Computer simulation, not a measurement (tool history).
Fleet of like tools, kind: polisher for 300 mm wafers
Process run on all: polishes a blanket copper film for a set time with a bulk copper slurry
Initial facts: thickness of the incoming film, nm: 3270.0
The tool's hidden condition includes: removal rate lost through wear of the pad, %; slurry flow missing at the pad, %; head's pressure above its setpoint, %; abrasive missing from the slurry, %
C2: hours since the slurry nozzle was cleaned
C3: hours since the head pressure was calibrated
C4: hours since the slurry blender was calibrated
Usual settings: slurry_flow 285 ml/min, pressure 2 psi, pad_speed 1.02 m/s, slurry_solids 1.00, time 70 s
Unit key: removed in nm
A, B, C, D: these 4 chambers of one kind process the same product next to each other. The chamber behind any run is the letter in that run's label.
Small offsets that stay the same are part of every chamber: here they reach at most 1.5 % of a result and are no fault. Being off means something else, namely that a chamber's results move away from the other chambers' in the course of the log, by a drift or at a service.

run 1C hour=7.2 | slurry_flow=285 pressure=2 pad_speed=1.02 slurry_solids=1.00 time=70 | wafers_polished_on_this_pad=754 C2=535.4 C3=146.3 C4=152.3 | removed=464.04
-- hour=11.3 chamber D: slurry blender recalibrated
run 2A hour=14.1 | slurry_flow=285 pressure=2 pad_speed=1.02 slurry_solids=1.00 time=70 | wafers_polished_on_this_pad=414 C2=59.1 C3=163.7 C4=238.0 | removed=468.00
-- hour=17.8 chamber C: slurry nozzle cleaned
-- hour=18.3 chamber C: worn pad replaced by a new one
run 3D hour=28.1 | slurry_flow=285 pressure=2 pad_speed=1.02 slurry_solids=1.00 time=70 | wafers_polished_on_this_pad=438 C2=169.6 C3=486.4 C4=16.8 | removed=464.65
run 4B hour=44.0 | slurry_flow=285 pressure=2 pad_speed=1.02 slurry_solids=1.00 time=70 | wafers_polished_on_this_pad=814 C2=149.2 C3=695.3 C4=268.3 | removed=455.81
-- hour=48.0 chamber D: worn pad replaced by a new one
run 5B hour=56.4 | slurry_flow=285 pressure=2 pad_speed=1.02 slurry_solids=1.15 time=63 | wafers_polished_on_this_pad=906 C2=161.6 C3=707.7 C4=280.7 | removed=424.39
run 6A hour=67.4 | slurry_flow=285 pressure=2 pad_speed=1.02 slurry_solids=1.15 time=63 | wafers_polished_on_this_pad=809 C2=112.4 C3=217.0 C4=291.3 | removed=427.49
-- hour=68.3 chamber A: slurry blender recalibrated
-- hour=70.8 chamber B: worn pad replaced by a new one
run 7D hour=82.3 | slurry_flow=285 pressure=2 pad_speed=1.02 slurry_solids=1.15 time=63 | wafers_polished_on_this_pad=253 C2=223.8 C3=540.6 C4=71.0 | removed=433.10
run 8C hour=97.1 | slurry_flow=285 pressure=2 pad_speed=1.02 slurry_solids=1.15 time=63 | wafers_polished_on_this_pad=583 C2=79.4 C3=236.2 C4=242.2 | removed=440.40
run 9A hour=105.7 | slurry_flow=285 pressure=2 pad_speed=1.02 slurry_solids=1.00 time=70 | wafers_polished_on_this_pad=1092 C2=150.7 C3=255.3 C4=37.4 | removed=459.77
-- hour=108.2 chamber A: worn pad replaced by a new one
run 10C hour=116.2 | slurry_flow=285 pressure=2 pad_speed=1.02 slurry_solids=1.00 time=70 | wafers_polished_on_this_pad=724 C2=98.5 C3=255.3 C4=261.3 | removed=466.08
-- hour=117.5 chamber C: worn pad replaced by a new one
run 11B hour=129.7 | slurry_flow=285 pressure=2 pad_speed=1.02 slurry_solids=1.00 time=70 | wafers_polished_on_this_pad=436 C2=234.9 C3=781.0 C4=354.0 | removed=464.41
-- hour=139.8 chamber D: worn pad replaced by a new one
-- hour=141.1 chamber D: head pressure recalibrated
run 12D hour=141.7 | slurry_flow=285 pressure=2 pad_speed=1.02 slurry_solids=1.00 time=70 | wafers_polished_on_this_pad=14 C2=283.2 C3=0.6 C4=130.4 | removed=466.46
run 13B hour=154.5 | slurry_flow=285 pressure=2 pad_speed=1.02 slurry_solids=1.00 time=70 | wafers_polished_on_this_pad=619 C2=259.7 C3=805.8 C4=378.8 | removed=458.77
run 14A hour=167.8 | slurry_flow=285 pressure=2 pad_speed=1.02 slurry_solids=1.00 time=70 | wafers_polished_on_this_pad=441 C2=212.8 C3=317.4 C4=99.5 | removed=469.42
-- hour=172.6 chamber D: slurry nozzle cleaned
run 15D hour=178.6 | slurry_flow=285 pressure=2 pad_speed=1.02 slurry_solids=1.00 time=70 | wafers_polished_on_this_pad=287 C2=6.0 C3=37.5 C4=167.3 | removed=466.76
-- hour=181.5 chamber B: worn pad replaced by a new one
run 16C hour=190.7 | slurry_flow=285 pressure=2 pad_speed=1.02 slurry_solids=1.00 time=70 | wafers_polished_on_this_pad=542 C2=173.0 C3=329.8 C4=335.8 | removed=473.26
-- hour=202.1 chamber B: slurry blender recalibrated
run 17D hour=205.8 | slurry_flow=285 pressure=2 pad_speed=1.02 slurry_solids=1.00 time=70 | wafers_polished_on_this_pad=488 C2=33.2 C3=64.7 C4=194.5 | removed=462.60
-- hour=219.0 chamber B: slurry nozzle cleaned
run 18B hour=220.1 | slurry_flow=285 pressure=2 pad_speed=1.02 slurry_solids=1.00 time=70 | wafers_polished_on_this_pad=285 C2=1.1 C3=871.4 C4=18.0 | removed=453.11
-- hour=225.6 chamber D: worn pad replaced by a new one
run 19A hour=227.5 | slurry_flow=285 pressure=2 pad_speed=1.02 slurry_solids=1.00 time=70 | wafers_polished_on_this_pad=883 C2=272.5 C3=377.1 C4=159.2 | removed=465.95
-- hour=234.4 chamber C: worn pad replaced by a new one
run 20C hour=238.2 | slurry_flow=285 pressure=2 pad_speed=1.02 slurry_solids=1.00 time=70 | wafers_polished_on_this_pad=28 C2=220.5 C3=377.3 C4=383.3 | removed=470.97
-- hour=238.9 chamber A: worn pad replaced by a new one
run 21D hour=254.0 | slurry_flow=285 pressure=2 pad_speed=1.02 slurry_solids=1.00 time=70 | wafers_polished_on_this_pad=210 C2=81.4 C3=112.9 C4=242.7 | removed=466.94
run 22A hour=266.3 | slurry_flow=285 pressure=2 pad_speed=1.02 slurry_solids=1.00 time=70 | wafers_polished_on_this_pad=203 C2=311.3 C3=415.9 C4=198.0 | removed=467.97
run 23B hour=280.1 | slurry_flow=285 pressure=2 pad_speed=1.18 slurry_solids=1.00 time=85 | wafers_polished_on_this_pad=730 C2=61.1 C3=931.4 C4=78.0 | removed=634.11
run 24C hour=289.8 | slurry_flow=285 pressure=2 pad_speed=1.18 slurry_solids=1.00 time=85 | wafers_polished_on_this_pad=410 C2=272.1 C3=428.9 C4=434.9 | removed=677.34
-- hour=295.3 chamber A: head pressure recalibrated
run 25B hour=296.8 | slurry_flow=285 pressure=2 pad_speed=1.18 slurry_solids=1.00 time=85 | wafers_polished_on_this_pad=853 C2=77.8 C3=948.1 C4=94.7 | removed=643.86
-- hour=304.3 chamber D: worn pad replaced by a new one
-- hour=304.4 chamber B: worn pad replaced by a new one
run 26C hour=305.2 | slurry_flow=285 pressure=2 pad_speed=1.18 slurry_solids=1.00 time=85 | wafers_polished_on_this_pad=524 C2=287.5 C3=444.3 C4=450.3 | removed=671.53
run 27D hour=320.0 | slurry_flow=285 pressure=2 pad_speed=1.02 slurry_solids=1.00 time=70 | wafers_polished_on_this_pad=116 C2=147.4 C3=178.9 C4=308.7 | removed=461.35
run 28A hour=327.8 | slurry_flow=285 pressure=2 pad_speed=1.02 slurry_solids=1.00 time=70 | wafers_polished_on_this_pad=658 C2=372.8 C3=32.5 C4=259.5 | removed=466.68
-- hour=335.2 chamber C: slurry blender recalibrated
run 29C hour=336.8 | slurry_flow=285 pressure=2 pad_speed=1.02 slurry_solids=1.00 time=70 | wafers_polished_on_this_pad=758 C2=319.1 C3=475.9 C4=1.7 | removed=477.28
run 30D hour=350.2 | slurry_flow=285 pressure=2 pad_speed=1.02 slurry_solids=1.00 time=70 | wafers_polished_on_this_pad=340 C2=177.6 C3=209.1 C4=338.9 | removed=465.99
-- hour=356.6 chamber C: worn pad replaced by a new one
run 31A hour=364.0 | slurry_flow=285 pressure=2 pad_speed=1.02 slurry_solids=1.00 time=70 | wafers_polished_on_this_pad=926 C2=409.0 C3=68.7 C4=295.7 | removed=460.77
run 32B hour=375.7 | slurry_flow=285 pressure=2 pad_speed=1.02 slurry_solids=1.00 time=70 | wafers_polished_on_this_pad=527 C2=156.7 C3=1027.0 C4=173.6 | removed=462.88
-- hour=377.8 chamber A: worn pad replaced by a new one
-- hour=384.5 chamber A: slurry blender recalibrated
run 33B hour=389.8 | slurry_flow=285 pressure=2 pad_speed=1.02 slurry_solids=1.00 time=70 | wafers_polished_on_this_pad=632 C2=170.8 C3=1041.1 C4=187.7 | removed=456.41
-- hour=393.5 chamber D: worn pad replaced by a new one
run 34A hour=403.7 | slurry_flow=285 pressure=2 pad_speed=1.02 slurry_solids=1.00 time=70 | wafers_polished_on_this_pad=192 C2=448.7 C3=108.4 C4=19.3 | removed=463.53
-- hour=405.6 chamber D: slurry blender recalibrated
run 35D hour=417.9 | slurry_flow=285 pressure=2 pad_speed=1.32 slurry_solids=1.00 time=56 | wafers_polished_on_this_pad=181 C2=245.3 C3=276.8 C4=12.3 | removed=483.06
run 36C hour=428.3 | slurry_flow=285 pressure=2 pad_speed=1.32 slurry_solids=1.00 time=56 | wafers_polished_on_this_pad=531 C2=410.6 C3=567.4 C4=93.2 | removed=501.53
run 37C hour=437.0 | slurry_flow=285 pressure=2 pad_speed=1.32 slurry_solids=1.00 time=56 | wafers_polished_on_this_pad=595 C2=419.3 C3=576.1 C4=101.9 | removed=502.38
-- hour=437.1 chamber B: worn pad replaced by a new one
run 38A hour=448.0 | slurry_flow=285 pressure=2 pad_speed=1.32 slurry_solids=1.00 time=56 | wafers_polished_on_this_pad=520 C2=493.0 C3=152.7 C4=63.6 | removed=482.94
run 39B hour=456.5 | slurry_flow=285 pressure=2 pad_speed=1.02 slurry_solids=1.00 time=70 | wafers_polished_on_this_pad=144 C2=237.5 C3=1107.8 C4=254.4 | removed=463.00

Next, every chamber runs the same settings. What will each give?
run 40A hour=468.1 | slurry_flow=195 pressure=2 pad_speed=1.02 slurry_solids=1.00 time=70 | removed=?
run 40B hour=468.1 | slurry_flow=195 pressure=2 pad_speed=1.02 slurry_solids=1.00 time=70 | removed=?
run 40C hour=468.1 | slurry_flow=195 pressure=2 pad_speed=1.02 slurry_solids=1.00 time=70 | removed=?
run 40D hour=468.1 | slurry_flow=195 pressure=2 pad_speed=1.02 slurry_solids=1.00 time=70 | removed=?

run=40A removed=450.05
run=40B removed=439.93
run=40C removed=462.14
run=40D removed=445.78

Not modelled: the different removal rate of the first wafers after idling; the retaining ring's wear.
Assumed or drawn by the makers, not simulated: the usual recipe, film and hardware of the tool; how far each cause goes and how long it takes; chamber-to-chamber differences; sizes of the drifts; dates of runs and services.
